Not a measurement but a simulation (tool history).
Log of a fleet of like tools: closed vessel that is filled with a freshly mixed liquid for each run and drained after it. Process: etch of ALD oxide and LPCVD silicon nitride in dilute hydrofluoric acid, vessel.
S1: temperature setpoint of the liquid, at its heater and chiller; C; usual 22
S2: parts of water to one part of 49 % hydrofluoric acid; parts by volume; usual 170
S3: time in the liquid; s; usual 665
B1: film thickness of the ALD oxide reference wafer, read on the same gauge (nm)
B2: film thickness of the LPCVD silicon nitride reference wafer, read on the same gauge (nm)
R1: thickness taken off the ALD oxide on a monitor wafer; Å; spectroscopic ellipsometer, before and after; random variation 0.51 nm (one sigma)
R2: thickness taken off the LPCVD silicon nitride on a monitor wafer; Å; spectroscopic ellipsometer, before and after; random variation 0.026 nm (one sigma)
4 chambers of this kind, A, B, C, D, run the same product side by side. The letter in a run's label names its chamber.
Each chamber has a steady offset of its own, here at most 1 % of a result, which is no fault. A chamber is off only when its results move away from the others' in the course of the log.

Run 1A, day 0.425: usual settings; B1 49.981; B2 120.05. Result: R1 539.78 Å, R2 17.02 Å.
Run 2B, day 0.692: usual settings; B1 50.028; B2 120.03. Result: R1 553.28 Å, R2 17.025 Å.
Run 3D, day 1.083: usual settings; B1 49.999; B2 120.02. Result: R1 549.02 Å, R2 16.859 Å.
Run 4C, day 1.442: usual settings; B1 49.975; B2 120.03. Result: R1 540.77 Å, R2 17.639 Å.
Run 5D, day 1.871: usual settings but S3 325 s; B1 50.025; B2 119.95. Result: R1 269.61 Å, R2 8.1245 Å.
Run 6A, day 2.308: usual settings but S3 325 s; B1 49.946; B2 120. Result: R1 267.39 Å, R2 8.1675 Å.
Run 7B, day 2.592: usual settings but S3 325 s; B1 49.996; B2 119.99. Result: R1 270.95 Å, R2 8.2579 Å.
Run 8C, day 2.854: usual settings but S3 325 s; B1 50.012; B2 120.02. Result: R1 267.02 Å, R2 8.4182 Å.
Run 9C, day 3.142: usual settings; B1 50.002; B2 120. Result: R1 554.73 Å, R2 17.159 Å.
Run 10B, day 3.462: usual settings; B1 50.016; B2 119.97. Result: R1 546.58 Å, R2 17.239 Å.
Run 11D, day 3.888: usual settings; B1 50.01; B2 119.98. Result: R1 535.57 Å, R2 17.047 Å.
Run 12A, day 4.342: usual settings; B1 49.987; B2 120. Result: R1 550.42 Å, R2 16.76 Å.
Run 13B, day 4.7: usual settings; B1 49.984; B2 120.01. Result: R1 552.9 Å, R2 16.878 Å.
Run 14D, day 4.933: usual settings; B1 50.015; B2 120.05. Result: R1 550.71 Å, R2 16.802 Å.
Run 15C, day 5.3: usual settings; B1 50.027; B2 119.97. Result: R1 563.89 Å, R2 17.736 Å.
Run 16A, day 5.754: usual settings; B1 49.983; B2 120.03. Result: R1 549.44 Å, R2 17.245 Å.
Run 17D, day 6.017: usual settings; B1 49.996; B2 120.01. Result: R1 555.13 Å, R2 16.992 Å.
Run 18B, day 6.246: usual settings; B1 50.019; B2 119.97. Result: R1 540.38 Å, R2 17.128 Å.
Run 19C, day 6.525: usual settings; B1 50.01; B2 120.03. Result: R1 567.07 Å, R2 17.713 Å.
Run 20A, day 6.979: usual settings; B1 49.998; B2 120.06. Result: R1 545.11 Å, R2 16.526 Å.
Run 21D, day 7.362: usual settings; B1 49.995; B2 120. Result: R1 548.51 Å, R2 16.894 Å.
Run 22A, day 7.762: usual settings; B1 50.022; B2 119.97. Result: R1 554.41 Å, R2 16.783 Å.
Run 23C, day 8.154: usual settings; B1 49.979; B2 120.02. Result: R1 581.32 Å, R2 17.404 Å.
Run 24B, day 8.596: usual settings; B1 49.974; B2 119.99. Result: R1 551.17 Å, R2 16.868 Å.
Run 25B, day 8.912: usual settings; B1 49.989; B2 120.02. Result: R1 555.78 Å, R2 16.949 Å.

What goes on in this fleet: one chamber off, a drifting gauge, or nothing beyond the chambers' own small offsets? Name the chamber and the cause, if any.

Chamber C drifts away from the others.
Cause: hydrofluoric acid flow above the setpoint (%) = 4.53.

Here are 4 candidates for chamber C's next run, each the usual settings with a change, their results left as question marks. Which one brings its results back in line with what the others give on the usual settings?
In line means no further than this from the other chambers' mean on the usual settings: R1 18 Å; R2 0.9 Å
Run 26C-1, day 9.238: usual settings but S2 175 parts by volume, S3 650 s. Result: R1 ?, R2 ?.
Run 26C-2, day 9.238: usual settings but S2 165 parts by volume, S3 680 s. Result: R1 ?, R2 ?.
Run 26C-3, day 9.238: usual settings but S1 21.5 C, S2 155 parts by volume, S3 700 s. Result: R1 ?, R2 ?.
Run 26C-4, day 9.238: usual settings but S1 22.5 C, S2 185 parts by volume, S3 630 s. Result: R1 ?, R2 ?.

The other chambers' mean on the usual settings: R1 545.65 Å; R2 16.982 Å
  run      R1      R2
26C-1  546.89  17.115
26C-2  613.07  18.969
26C-3  665.36  20.076
26C-4  505.96  16.227
26C-1 brings the chamber back in line.

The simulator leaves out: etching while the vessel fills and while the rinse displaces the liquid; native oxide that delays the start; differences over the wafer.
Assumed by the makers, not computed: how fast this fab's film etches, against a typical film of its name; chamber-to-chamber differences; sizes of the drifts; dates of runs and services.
